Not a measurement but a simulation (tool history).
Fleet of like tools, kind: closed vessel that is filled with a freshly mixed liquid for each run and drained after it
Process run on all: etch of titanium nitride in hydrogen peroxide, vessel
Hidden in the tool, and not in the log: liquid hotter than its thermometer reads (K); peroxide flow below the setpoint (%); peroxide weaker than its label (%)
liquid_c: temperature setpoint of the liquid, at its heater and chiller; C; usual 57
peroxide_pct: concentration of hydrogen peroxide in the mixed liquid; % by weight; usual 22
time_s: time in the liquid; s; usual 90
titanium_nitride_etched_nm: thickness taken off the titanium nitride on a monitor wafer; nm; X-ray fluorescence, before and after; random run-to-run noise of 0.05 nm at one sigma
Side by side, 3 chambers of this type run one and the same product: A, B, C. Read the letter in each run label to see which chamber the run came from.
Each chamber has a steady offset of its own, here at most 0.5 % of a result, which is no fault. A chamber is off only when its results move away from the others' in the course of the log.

run,hour,liquid_c,peroxide_pct,time_s,hours since the thermometer was replaced,hours since the peroxide flow meter was replaced,hours since the drum of peroxide was connected,"read-back film thickness of the titanium nitride reference wafer, read on the same gauge (nm)",titanium_nitride_etched_nm
1A,10.3,57,22,90,1508,1194.2,945.1,29.995,10.018
2C,20.6,57,22,90,1165.3,768.9,47.1,29.979,10.087
# hour 21: chamber A: new drum of peroxide connected
3B,29,57,22,90,644,362.4,29.1,30.037,10.064
4C,39.5,57,22,90,1184.2,787.8,66,29.984,10.074
5A,49,57,22,90,1546.7,1232.9,28.1,29.987,10.006
6B,57.3,53.5,22,50,672.3,390.7,57.4,29.974,4.3926
7B,65.8,53.5,22,50,680.8,399.2,65.9,30.016,4.3467
8A,74.1,53.5,22,50,1571.8,1258,53.2,30.015,4.3791
9C,82.3,57,22,90,1227,830.6,108.8,30.037,10.072
10A,91.5,57,22,90,1589.2,1275.4,70.6,29.998,10.184
11C,101.9,57,22,90,1246.6,850.2,128.4,30.013,10.094
12B,111,57,22,90,726,444.4,111.1,30.035,9.9747
13A,121.8,57,22,90,1619.5,1305.7,100.9,29.992,10.203
14C,130.3,57,17.5,65,1275,878.6,156.8,30.02,6.9462
15B,135.4,57,17.5,65,750.4,468.8,135.5,29.986,6.9047
16B,146,57,17.5,65,761,479.4,146.1,29.951,6.8925
17C,154.3,57,22,90,1299,902.6,180.8,30.02,10.063
18A,161.7,57,22,90,1659.4,1345.6,140.8,30.028,10.295
19C,169.3,57,22,90,1314,917.6,195.8,30.025,10.142
20A,176.4,57,22,90,1674.1,1360.3,155.5,29.993,10.307
21B,182.5,57,22,90,797.5,515.9,182.6,30.005,9.9805
22B,187.7,57,22,90,802.7,521.1,187.8,29.99,10.063
23C,197,57,22,90,1341.7,945.3,223.5,30.017,10.053
24A,208.1,57,22,90,1705.8,1392,187.2,30.023,10.466
25C,219.2,57,22,90,1363.9,967.5,245.7,30.042,10.118
26B,226.8,57,22,90,841.8,560.2,226.9,30.002,9.9751
27A,232.7,57,22,90,1730.4,1416.6,211.8,29.999,10.438
28A,240,57,22,90,1737.7,1423.9,219.1,29.988,10.367
29C,247.8,57,22,90,1392.5,996.1,274.3,29.986,9.9772
30B,256.2,57,22,90,871.2,589.6,256.3,30.034,9.9903
# hour 258.1: chamber A: peroxide flow meter replaced
31C,264.5,57,22,90,1409.2,1012.8,291,30.019,10.079
32A,273.3,57,22,90,1771,15.2,252.4,30.015,10.582
33B,281.1,57,18,90,896.1,614.5,281.2,29.968,9.6026
34B,291.5,57,18,90,906.5,624.9,291.6,29.987,9.6331
35C,298.2,57,18,90,1442.9,1046.5,324.7,30.024,9.6615
36A,304.4,57,22,90,1802.1,46.3,283.5,29.99,10.577
37C,310.4,57,22,90,1455.1,1058.7,336.9,29.944,10.099
38A,316.7,57,22,90,1814.4,58.6,295.8,30.069,10.513

Next, every chamber runs the same settings. What will each give?
39A,324.7,57,22,90,,,,,?
39B,324.7,57,22,90,,,,,?
39C,324.7,57,22,90,,,,,?

run,titanium_nitride_etched_nm
39A,10.612
39B,10.099
39C,10.064
